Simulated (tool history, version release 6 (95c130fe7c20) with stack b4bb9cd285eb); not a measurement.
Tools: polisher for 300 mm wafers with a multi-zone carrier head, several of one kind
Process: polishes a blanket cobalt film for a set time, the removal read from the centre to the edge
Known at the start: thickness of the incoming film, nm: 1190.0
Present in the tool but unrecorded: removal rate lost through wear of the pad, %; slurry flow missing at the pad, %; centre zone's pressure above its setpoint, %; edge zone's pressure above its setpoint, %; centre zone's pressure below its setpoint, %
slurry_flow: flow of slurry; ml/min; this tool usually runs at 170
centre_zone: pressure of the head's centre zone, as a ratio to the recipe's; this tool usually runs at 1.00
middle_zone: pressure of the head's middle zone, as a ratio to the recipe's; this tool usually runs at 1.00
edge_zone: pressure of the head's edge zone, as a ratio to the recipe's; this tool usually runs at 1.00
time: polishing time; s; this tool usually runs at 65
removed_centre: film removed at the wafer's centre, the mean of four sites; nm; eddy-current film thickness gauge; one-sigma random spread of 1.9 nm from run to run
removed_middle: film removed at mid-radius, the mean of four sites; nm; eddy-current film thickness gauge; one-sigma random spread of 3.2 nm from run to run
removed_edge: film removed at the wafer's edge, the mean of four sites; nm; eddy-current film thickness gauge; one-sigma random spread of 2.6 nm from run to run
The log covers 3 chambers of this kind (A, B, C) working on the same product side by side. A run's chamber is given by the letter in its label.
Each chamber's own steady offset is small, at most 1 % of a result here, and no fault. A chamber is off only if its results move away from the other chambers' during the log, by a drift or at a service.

run,hour,slurry_flow,centre_zone,middle_zone,edge_zone,time,wafers polished on this pad,hours since the slurry nozzle was cleaned,hours since the centre zone pressure was calibrated,hours since the edge zone pressure was calibrated,removed_centre,removed_middle,removed_edge
1C,5.0,170,1.00,1.00,1.00,65,860,722.0,163.7,311.2,253.21,254.65,251.55
2B,10.2,170,1.00,1.00,1.00,65,877,15.8,109.5,380.9,255.48,251.88,253.53
3A,20.7,170,1.00,1.00,1.00,65,644,266.5,112.2,336.1,249.96,248.22,257.33
4B,30.6,170,1.00,1.00,1.00,65,1032,36.2,129.9,401.3,251.94,252.52,254.45
5A,39.3,170,1.00,1.00,1.00,65,786,285.1,130.8,354.7,249.97,253.81,247.85
6C,47.5,170,1.00,1.00,1.00,65,1183,764.5,206.2,353.7,253.89,253.59,255.27
# hour 49.9: chamber A: worn pad replaced by a new one
# hour 50.2: chamber A: edge zone pressure recalibrated
7A,58.3,170,1.00,1.00,1.00,65,64,304.1,149.8,8.2,253.64,252.06,254.44
# hour 59.1: chamber C: worn pad replaced by a new one
8B,68.4,170,1.00,1.00,1.00,65,1319,74.0,167.7,439.1,248.02,258.83,246.60
9C,78.0,170,1.00,1.00,1.00,65,144,795.0,236.7,384.2,251.21,248.72,256.38
# hour 82.8: chamber A: slurry nozzle cleaned
10A,83.4,170,1.00,1.00,1.00,65,254,0.7,174.9,33.3,249.40,252.28,259.49
11B,89.7,170,1.00,1.00,1.00,65,1481,95.3,189.0,460.4,249.71,256.06,250.67
# hour 99.3: chamber B: worn pad replaced by a new one
12C,99.8,170,0.96,1.00,1.00,65,309,816.8,258.5,406.0,242.66,246.16,256.51
# hour 104.1: chamber C: slurry nozzle cleaned
13A,110.5,170,0.96,1.00,1.00,65,460,27.8,202.0,60.4,240.54,249.41,251.62
14B,117.7,170,0.96,1.00,1.00,65,140,123.3,217.0,488.4,240.55,256.76,252.94
15C,125.9,170,1.00,1.00,1.00,65,508,21.9,284.6,432.1,248.49,253.12,255.36
16B,131.0,170,1.00,1.00,1.00,65,241,136.6,230.3,501.7,247.14,252.39,250.76
17A,141.4,170,1.00,1.00,1.00,65,695,58.7,232.9,91.3,251.36,256.14,249.11
18C,148.3,170,1.00,1.11,1.00,65,678,44.3,307.0,454.5,254.61,271.08,253.00
19C,157.7,170,1.00,1.11,1.00,65,749,53.7,316.4,463.9,255.68,275.46,252.83
# hour 162.5: chamber A: worn pad replaced by a new one
20A,168.1,170,1.00,1.11,1.00,65,42,85.4,259.6,118.0,252.71,280.92,250.67
# hour 174.3: chamber C: centre zone pressure recalibrated
21B,177.6,170,1.00,1.00,1.00,65,595,183.2,276.9,548.3,246.67,255.54,252.46
22B,183.0,170,1.00,1.12,0.94,65,636,188.6,282.3,553.7,245.93,281.62,241.69
23A,188.8,170,1.00,1.12,0.94,65,199,106.1,280.3,138.7,253.06,279.83,241.86
24C,195.9,170,1.00,1.12,0.94,65,1040,91.9,21.7,502.1,254.51,285.45,242.65
25A,204.1,170,1.00,1.00,1.00,65,316,121.4,295.6,154.0,253.83,251.56,251.54
26B,209.6,170,1.00,1.00,1.00,65,838,215.2,308.9,580.3,243.35,251.23,251.20
# hour 215.1: chamber C: worn pad replaced by a new one
27C,216.9,170,1.00,1.00,1.00,65,14,112.9,42.7,523.1,256.38,250.46,256.23
# hour 219.7: chamber A: centre zone pressure recalibrated
28B,225.8,170,1.00,1.00,1.00,65,961,231.4,325.1,596.5,242.03,255.39,245.99
29A,235.3,200,1.00,1.00,1.08,65,553,152.6,15.6,185.2,263.18,262.65,265.52
30C,241.9,200,1.00,1.00,1.08,65,204,137.9,67.7,548.1,262.26,257.21,270.51
31C,248.7,200,1.00,1.00,1.08,65,255,144.7,74.5,554.9,261.17,257.95,265.37
32B,257.5,170,1.00,1.00,1.00,65,1202,263.1,356.8,628.2,240.33,254.14,252.68
# hour 258.0: chamber B: worn pad replaced by a new one
33A,265.9,170,0.93,1.00,1.00,65,785,183.2,46.2,215.8,232.19,248.46,249.73
# hour 267.9: chamber B: slurry nozzle cleaned
34B,274.7,170,0.93,1.00,1.00,65,127,6.9,374.0,645.4,223.09,258.62,254.93
# hour 279.7: chamber A: worn pad replaced by a new one
35A,279.8,170,0.93,1.00,1.00,65,0,197.1,60.1,229.7,230.76,250.01,254.15
36C,289.9,170,1.00,1.00,1.00,65,569,185.9,115.7,596.1,251.88,254.29,256.68
37A,296.9,170,1.00,1.00,1.00,65,130,214.2,77.2,246.8,254.26,255.32,255.14
38B,305.2,170,1.00,1.00,1.00,65,359,37.4,404.5,675.9,239.48,257.65,252.00
39C,311.0,170,1.00,1.00,1.00,65,729,207.0,136.8,617.2,251.78,246.23,253.90
40C,317.5,170,1.00,1.00,1.00,65,778,213.5,143.3,623.7,251.74,255.56,255.82
41B,323.6,170,1.00,1.00,1.00,65,498,55.8,422.9,694.3,237.31,258.61,249.06
42A,329.8,170,1.00,1.00,1.00,65,380,247.1,110.1,279.7,250.85,251.24,252.89
43B,336.3,170,0.93,1.00,1.00,65,595,68.5,435.6,707.0,219.05,251.79,248.82

All 3 chambers run these settings next. Forecast each chamber's results:
44A,344.3,170,1.00,1.08,1.00,65,,,,,?,?,?
44B,344.3,170,1.00,1.08,1.00,65,,,,,?,?,?
44C,344.3,170,1.00,1.08,1.00,65,,,,,?,?,?

run,removed_centre,removed_middle,removed_edge
44A,255.60,272.46,250.32
44B,236.15,278.10,251.97
44C,254.54,272.63,249.09
